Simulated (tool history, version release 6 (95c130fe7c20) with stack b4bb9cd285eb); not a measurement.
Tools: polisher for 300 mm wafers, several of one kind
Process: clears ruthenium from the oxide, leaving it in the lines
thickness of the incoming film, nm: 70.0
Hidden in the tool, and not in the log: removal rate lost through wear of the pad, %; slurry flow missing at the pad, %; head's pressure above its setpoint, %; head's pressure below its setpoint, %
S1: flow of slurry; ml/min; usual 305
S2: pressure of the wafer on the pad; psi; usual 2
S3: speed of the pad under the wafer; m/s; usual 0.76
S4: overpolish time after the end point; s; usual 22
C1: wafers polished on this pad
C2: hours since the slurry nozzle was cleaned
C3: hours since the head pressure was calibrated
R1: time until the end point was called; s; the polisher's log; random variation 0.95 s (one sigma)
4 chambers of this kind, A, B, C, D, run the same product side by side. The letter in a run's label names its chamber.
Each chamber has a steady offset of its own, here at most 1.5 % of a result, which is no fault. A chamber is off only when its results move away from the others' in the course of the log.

| run | day | S1 | S2 | S3 | S4 | C1 | C2 | C3 | R1 |
|---|---|---|---|---|---|---|---|---|---|
| 1C | 0.288 | 305 | 2 | 0.76 | 22 | 418 | 268.5 | 661.8 | 97.516 |
| 2B | 0.588 | 305 | 2 | 0.76 | 22 | 571 | 292.9 | 1025.3 | 97.743 |
|  | 0.679 | chamber B: worn pad replaced by a new one |
| 3A | 0.9 | 305 | 2 | 0.76 | 22 | 1328 | 77.9 | 393.7 | 96.094 |
|  | 1.092 | chamber D: worn pad replaced by a new one |
| 4D | 1.246 | 305 | 2 | 0.76 | 22 | 32 | 299.9 | 722.4 | 95.241 |
| 5D | 1.642 | 305 | 2 | 0.76 | 22 | 113 | 309.4 | 731.9 | 95.625 |
|  | 1.75 | chamber C: worn pad replaced by a new one |
| 6B | 1.921 | 305 | 2 | 0.76 | 22 | 254 | 324.9 | 1057.3 | 96.979 |
| 7C | 2.229 | 305 | 2 | 0.76 | 22 | 98 | 315.1 | 708.4 | 96.672 |
|  | 2.308 | chamber A: worn pad replaced by a new one |
| 8A | 2.642 | 305 | 2 | 0.76 | 22 | 68 | 119.7 | 435.5 | 97.005 |
| 9C | 2.862 | 305 | 2 | 0.76 | 22 | 228 | 330.3 | 723.6 | 97.098 |
| 10D | 3.283 | 305 | 2 | 0.76 | 22 | 448 | 348.8 | 771.3 | 98.266 |
| 11B | 3.667 | 305 | 2 | 0.76 | 22 | 611 | 366.8 | 1099.2 | 96.135 |
|  | 3.896 | chamber B: head pressure recalibrated |
| 12A | 4.017 | 305 | 2 | 0.76 | 22 | 349 | 152.7 | 468.5 | 95.524 |
|  | 4.125 | chamber B: worn pad replaced by a new one |
|  | 4.196 | chamber D: worn pad replaced by a new one |
| 13B | 4.367 | 305 | 2 | 0.76 | 22 | 49 | 383.6 | 11.4 | 107.89 |
| 14A | 4.767 | 305 | 2 | 0.76 | 22 | 503 | 170.7 | 486.5 | 94.874 |
|  | 4.846 | chamber C: worn pad replaced by a new one |
| 15C | 5.179 | 305 | 2 | 0.76 | 22 | 68 | 385.9 | 779.2 | 97.997 |
| 16D | 5.562 | 305 | 2 | 0.76 | 22 | 280 | 403.5 | 826 | 96.882 |
| 17B | 5.821 | 305 | 2 | 0.76 | 22 | 347 | 418.5 | 46.3 | 107.87 |
| 18D | 6.133 | 305 | 2 | 0.76 | 22 | 396 | 417.2 | 839.7 | 94.59 |
|  | 6.208 | chamber C: slurry nozzle cleaned |
| 19A | 6.512 | 305 | 2 | 0.76 | 22 | 860 | 212.6 | 528.4 | 97.787 |
| 20C | 6.821 | 305 | 1.4 | 0.76 | 22 | 404 | 14.8 | 818.6 | 137.69 |
|  | 6.992 | chamber D: worn pad replaced by a new one |
| 21B | 7.188 | 305 | 1.4 | 0.76 | 22 | 626 | 451.3 | 79.1 | 155.37 |
| 22A | 7.571 | 305 | 1.4 | 0.76 | 22 | 1076 | 238 | 553.8 | 139.31 |
|  | 7.638 | chamber B: worn pad replaced by a new one |
| 23D | 7.929 | 305 | 1.4 | 0.76 | 22 | 191 | 460.3 | 882.8 | 136.69 |
|  | 8.142 | chamber C: worn pad replaced by a new one |
| 24C | 8.275 | 305 | 2 | 0.76 | 22 | 27 | 49.7 | 853.5 | 96.314 |
| 25D | 8.712 | 305 | 1.5 | 0.76 | 30 | 351 | 479.1 | 901.6 | 128.51 |
|  | 8.888 | chamber A: worn pad replaced by a new one |
| 26A | 9.058 | 305 | 1.5 | 0.76 | 30 | 34 | 273.7 | 589.5 | 127.91 |
| 27B | 9.383 | 305 | 1.5 | 0.76 | 30 | 357 | 504 | 131.8 | 144.96 |
|  | 9.517 | chamber D: worn pad replaced by a new one |
| 28C | 9.717 | 305 | 1.5 | 0.76 | 30 | 322 | 84.3 | 888.1 | 130.22 |
| 29C | 10.033 | 305 | 2 | 0.76 | 22 | 387 | 91.9 | 895.7 | 98.295 |
| 30B | 10.458 | 305 | 2 | 0.76 | 22 | 577 | 529.8 | 157.6 | 108.36 |
| 31A | 10.825 | 305 | 2 | 0.76 | 22 | 396 | 316.1 | 631.9 | 98.15 |
| 32D | 11.046 | 305 | 1.7 | 0.76 | 22 | 313 | 535.1 | 957.6 | 111.88 |

All 4 chambers run these settings next. Forecast each chamber's results:
| 33A | 11.375 | 245 | 2 | 0.76 | 22 |  |  |  | ? |
| 33B | 11.375 | 245 | 2 | 0.76 | 22 |  |  |  | ? |
| 33C | 11.375 | 245 | 2 | 0.76 | 22 |  |  |  | ? |
| 33D | 11.375 | 245 | 2 | 0.76 | 22 |  |  |  | ? |

| run | R1 |
|---|---|
| 33A | 97.433 |
| 33B | 111.16 |
| 33C | 99.703 |
| 33D | 96.816 |

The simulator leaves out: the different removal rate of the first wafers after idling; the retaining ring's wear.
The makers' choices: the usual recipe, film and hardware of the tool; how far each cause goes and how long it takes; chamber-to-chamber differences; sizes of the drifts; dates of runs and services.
